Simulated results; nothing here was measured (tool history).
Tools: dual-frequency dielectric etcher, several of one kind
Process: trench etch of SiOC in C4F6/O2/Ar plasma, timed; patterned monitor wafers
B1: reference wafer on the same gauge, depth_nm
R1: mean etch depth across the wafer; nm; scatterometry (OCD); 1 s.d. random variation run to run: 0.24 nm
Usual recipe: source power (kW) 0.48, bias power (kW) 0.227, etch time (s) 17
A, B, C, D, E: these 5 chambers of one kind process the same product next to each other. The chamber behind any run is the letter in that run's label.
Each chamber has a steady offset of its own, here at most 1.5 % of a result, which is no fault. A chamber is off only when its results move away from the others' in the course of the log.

run 1B hour=8.3 | source_power_(kW)=0.48 bias_power_(kW)=0.227 etch_time_(s)=17 | B1=47.898 | R1=40.685
run 2E hour=17.3 | source_power_(kW)=0.48 bias_power_(kW)=0.227 etch_time_(s)=17 | B1=47.918 | R1=40.142
-- hour=24.7 chamber B: wet clean of the chamber
run 3A hour=26 | source_power_(kW)=0.48 bias_power_(kW)=0.227 etch_time_(s)=17 | B1=47.875 | R1=41.153
run 4D hour=31.4 | source_power_(kW)=0.48 bias_power_(kW)=0.227 etch_time_(s)=17 | B1=47.909 | R1=40.5
run 5C hour=38.8 | source_power_(kW)=0.57 bias_power_(kW)=0.227 etch_time_(s)=19.5 | B1=47.878 | R1=49.73
run 6A hour=47.3 | source_power_(kW)=0.57 bias_power_(kW)=0.227 etch_time_(s)=19.5 | B1=47.878 | R1=50.544
run 7B hour=54.6 | source_power_(kW)=0.57 bias_power_(kW)=0.227 etch_time_(s)=19.5 | B1=47.891 | R1=49.773
run 8C hour=63.7 | source_power_(kW)=0.57 bias_power_(kW)=0.227 etch_time_(s)=19.5 | B1=47.876 | R1=49.443
run 9D hour=72.1 | source_power_(kW)=0.57 bias_power_(kW)=0.227 etch_time_(s)=19.5 | B1=47.844 | R1=50.342
run 10E hour=79.4 | source_power_(kW)=0.48 bias_power_(kW)=0.227 etch_time_(s)=17 | B1=47.953 | R1=40.343
run 11C hour=84.5 | source_power_(kW)=0.55 bias_power_(kW)=0.227 etch_time_(s)=17 | B1=47.911 | R1=42.957
run 12A hour=91.8 | source_power_(kW)=0.55 bias_power_(kW)=0.227 etch_time_(s)=17 | B1=48.024 | R1=42.844
run 13D hour=98.7 | source_power_(kW)=0.55 bias_power_(kW)=0.227 etch_time_(s)=17 | B1=47.892 | R1=42.907
run 14B hour=103.8 | source_power_(kW)=0.55 bias_power_(kW)=0.227 etch_time_(s)=17 | B1=47.968 | R1=43.12
run 15E hour=108.8 | source_power_(kW)=0.55 bias_power_(kW)=0.227 etch_time_(s)=17 | B1=47.876 | R1=42.217
run 16E hour=118.3 | source_power_(kW)=0.53 bias_power_(kW)=0.202 etch_time_(s)=17 | B1=47.89 | R1=39.623
-- hour=119.6 chamber D: wet clean of the chamber
run 17D hour=124.4 | source_power_(kW)=0.53 bias_power_(kW)=0.202 etch_time_(s)=17 | B1=47.937 | R1=40.572
run 18A hour=132.4 | source_power_(kW)=0.53 bias_power_(kW)=0.202 etch_time_(s)=17 | B1=47.974 | R1=40.9
run 19C hour=139.5 | source_power_(kW)=0.53 bias_power_(kW)=0.202 etch_time_(s)=17 | B1=48.001 | R1=40.721
run 20B hour=144.4 | source_power_(kW)=0.53 bias_power_(kW)=0.202 etch_time_(s)=17 | B1=47.902 | R1=40.229
run 21D hour=149.3 | source_power_(kW)=0.48 bias_power_(kW)=0.177 etch_time_(s)=17 | B1=47.942 | R1=38.051
run 22A hour=158.5 | source_power_(kW)=0.48 bias_power_(kW)=0.177 etch_time_(s)=17 | B1=47.914 | R1=37.456
run 23E hour=167.9 | source_power_(kW)=0.48 bias_power_(kW)=0.177 etch_time_(s)=17 | B1=47.906 | R1=36.96
run 24B hour=174.1 | source_power_(kW)=0.48 bias_power_(kW)=0.177 etch_time_(s)=17 | B1=47.833 | R1=37.124
run 25C hour=179.1 | source_power_(kW)=0.48 bias_power_(kW)=0.177 etch_time_(s)=17 | B1=47.899 | R1=37.887
run 26E hour=184.7 | source_power_(kW)=0.48 bias_power_(kW)=0.192 etch_time_(s)=18.5 | B1=47.926 | R1=41.681
-- hour=186.2 chamber E: wet clean of the chamber
run 27C hour=191.1 | source_power_(kW)=0.48 bias_power_(kW)=0.192 etch_time_(s)=18.5 | B1=47.875 | R1=42.242
-- hour=200.7 chamber E: source power generator calibrated
run 28A hour=201.3 | source_power_(kW)=0.48 bias_power_(kW)=0.192 etch_time_(s)=18.5 | B1=47.935 | R1=41.93
run 29B hour=209.9 | source_power_(kW)=0.48 bias_power_(kW)=0.192 etch_time_(s)=18.5 | B1=47.968 | R1=41.801
run 30D hour=216.4 | source_power_(kW)=0.48 bias_power_(kW)=0.192 etch_time_(s)=18.5 | B1=47.953 | R1=42.108
-- hour=224.5 chamber C: wet clean of the chamber
run 31D hour=225.5 | source_power_(kW)=0.48 bias_power_(kW)=0.227 etch_time_(s)=17 | B1=47.936 | R1=40.498
run 32E hour=234 | source_power_(kW)=0.48 bias_power_(kW)=0.227 etch_time_(s)=17 | B1=47.986 | R1=40.591
run 33A hour=242.6 | source_power_(kW)=0.48 bias_power_(kW)=0.227 etch_time_(s)=17 | B1=47.909 | R1=40.787
run 34C hour=251.6 | source_power_(kW)=0.48 bias_power_(kW)=0.227 etch_time_(s)=17 | B1=47.888 | R1=40.644
run 35B hour=256.9 | source_power_(kW)=0.48 bias_power_(kW)=0.227 etch_time_(s)=17 | B1=47.846 | R1=40.608
run 36C hour=264.1 | source_power_(kW)=0.48 bias_power_(kW)=0.194 etch_time_(s)=17 | B1=47.972 | R1=38.65

Next, all 5 chambers run the settings below, one line each with question marks for the results. What does each chamber give?
run 37A hour=271.5 | source_power_(kW)=0.48 bias_power_(kW)=0.227 etch_time_(s)=19.5 | R1=?
run 37B hour=271.5 | source_power_(kW)=0.48 bias_power_(kW)=0.227 etch_time_(s)=19.5 | R1=?
run 37C hour=271.5 | source_power_(kW)=0.48 bias_power_(kW)=0.227 etch_time_(s)=19.5 | R1=?
run 37D hour=271.5 | source_power_(kW)=0.48 bias_power_(kW)=0.227 etch_time_(s)=19.5 | R1=?
run 37E hour=271.5 | source_power_(kW)=0.48 bias_power_(kW)=0.227 etch_time_(s)=19.5 | R1=?

run=37A R1=46.866
run=37B R1=46.611
run=37C R1=46.622
run=37D R1=46.702
run=37E R1=46.252
